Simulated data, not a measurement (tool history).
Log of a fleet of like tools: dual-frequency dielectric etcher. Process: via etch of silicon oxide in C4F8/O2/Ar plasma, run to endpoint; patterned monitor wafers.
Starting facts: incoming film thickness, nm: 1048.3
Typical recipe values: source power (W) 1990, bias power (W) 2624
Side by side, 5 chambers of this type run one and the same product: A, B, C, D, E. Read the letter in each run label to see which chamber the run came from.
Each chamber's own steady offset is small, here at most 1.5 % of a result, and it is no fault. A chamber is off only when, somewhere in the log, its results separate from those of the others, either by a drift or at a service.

run   hour  source power (W)  bias power (W)  hours since the last wet clean  hours since the last source power generator calibration  hours since the last bias power generator calibration  endpoint time (s)
 1E    6.8              1990            2624                           114.8                                                    549.2                                                  249.1              193.9
 2D   14.7              1990            2624                           279.9                                                   4093.2                                                 2241.9             192.78
 3B   23.5              1990            2624                           396.6                                                   1737.8                                                  424.7             190.04
 4A   35.8              1990            2624                            38.8                                                   1589.5                                                 1583.4             192.41
 5C   42.9              1990            2624                           382.6                                                      758                                                    875             189.66
 6B   48.8              1990            2624                           421.9                                                   1763.1                                                    450             189.72
 7A   55.7              1990            2624                            58.7                                                   1609.4                                                 1603.3             192.98
 8D   61.1              1990            2624                           326.3                                                   4139.6                                                 2288.3             192.42
 9C   72.6              1990            2624                           412.3                                                    787.7                                                  904.7             189.72
10E   78.5              1990            2624                           186.5                                                    620.9                                                  320.8             194.23
11A   89.4              1990            2624                            92.4                                                   1643.1                                                   1637             191.96
12C  100.9              1990            2624                           440.6                                                      816                                                    933             191.11
13E  109.7              1730            2103                           217.7                                                    652.1                                                    352             218.55
     115.6  -- chamber D: wet clean of the chamber
14D    116              1730            2103                             0.4                                                   4194.5                                                 2343.2             215.67
     118.2  -- chamber A: source power generator calibrated
15B  127.2              1730            2103                           500.3                                                   1841.5                                                  528.4             214.67
16D  137.2              1730            2103                            21.6                                                   4215.7                                                 2364.4             217.48
17B  144.3              1730            2103                           517.4                                                   1858.6                                                  545.5             214.01
18C  150.3              1990            2624                             490                                                    865.4                                                  982.4             188.75
19E  156.8              1990            2624                           264.8                                                    699.2                                                  399.1             192.16
20A  165.2              1990            2624                           168.2                                                     47.1                                                 1712.8             191.79
21A  176.5              1990            2624                           179.5                                                     58.4                                                 1724.1             192.62
22C  183.4              1990            2624                           523.1                                                    898.5                                                 1015.5             187.05
     189.5  -- chamber B: wet clean of the chamber
23D  191.4              1990            2624                            75.8                                                   4269.9                                                 2418.6             191.72
24B  202.7              1990            2624                            13.3                                                     1917                                                  603.9             190.17
25E  210.2              1990            2624                           318.2                                                    752.6                                                  452.5             193.37
26D  219.8              1990            2624                           104.2                                                   4298.3                                                   2447             193.08
27B  226.4              1990            2624                              37                                                   1940.7                                                  627.6              190.5
28A  234.7              1990            2624                           237.7                                                    116.6                                                 1782.3             191.34
29E  243.3              1990            2624                           351.3                                                    785.7                                                  485.6             192.87
30C  253.1              1990            2845                           592.8                                                    968.2                                                 1085.2             179.44
31A  265.3              1990            2845                           268.3                                                    147.2                                                 1812.9             187.63
32C  271.1              1990            2845                           610.8                                                    986.2                                                 1103.2              180.6
33E  278.5              1990            2845                           386.5                                                    820.9                                                  520.8             189.78
34B  285.6              1990            2845                            96.2                                                   1999.9                                                  686.8             184.66
35D  292.2              1990            2624                           176.6                                                   4370.7                                                 2519.4             192.15
36E  299.1              1990            2624                           407.1                                                    841.5                                                  541.4             193.33
37D  309.2              1990            2624                           193.6                                                   4387.7                                                 2536.4             192.95

All chambers now run identical settings, listed one chamber a line with results as question marks. What results will each chamber show?
38A   318              1990            2624                                                                                                                                                                  ?
38B   318              1990            2624                                                                                                                                                                  ?
38C   318              1990            2624                                                                                                                                                                  ?
38D   318              1990            2624                                                                                                                                                                  ?
38E   318              1990            2624                                                                                                                                                                  ?

run  endpoint time (s)
38A             192.29
38B             191.57
38C              183.3
38D             193.31
38E             194.07
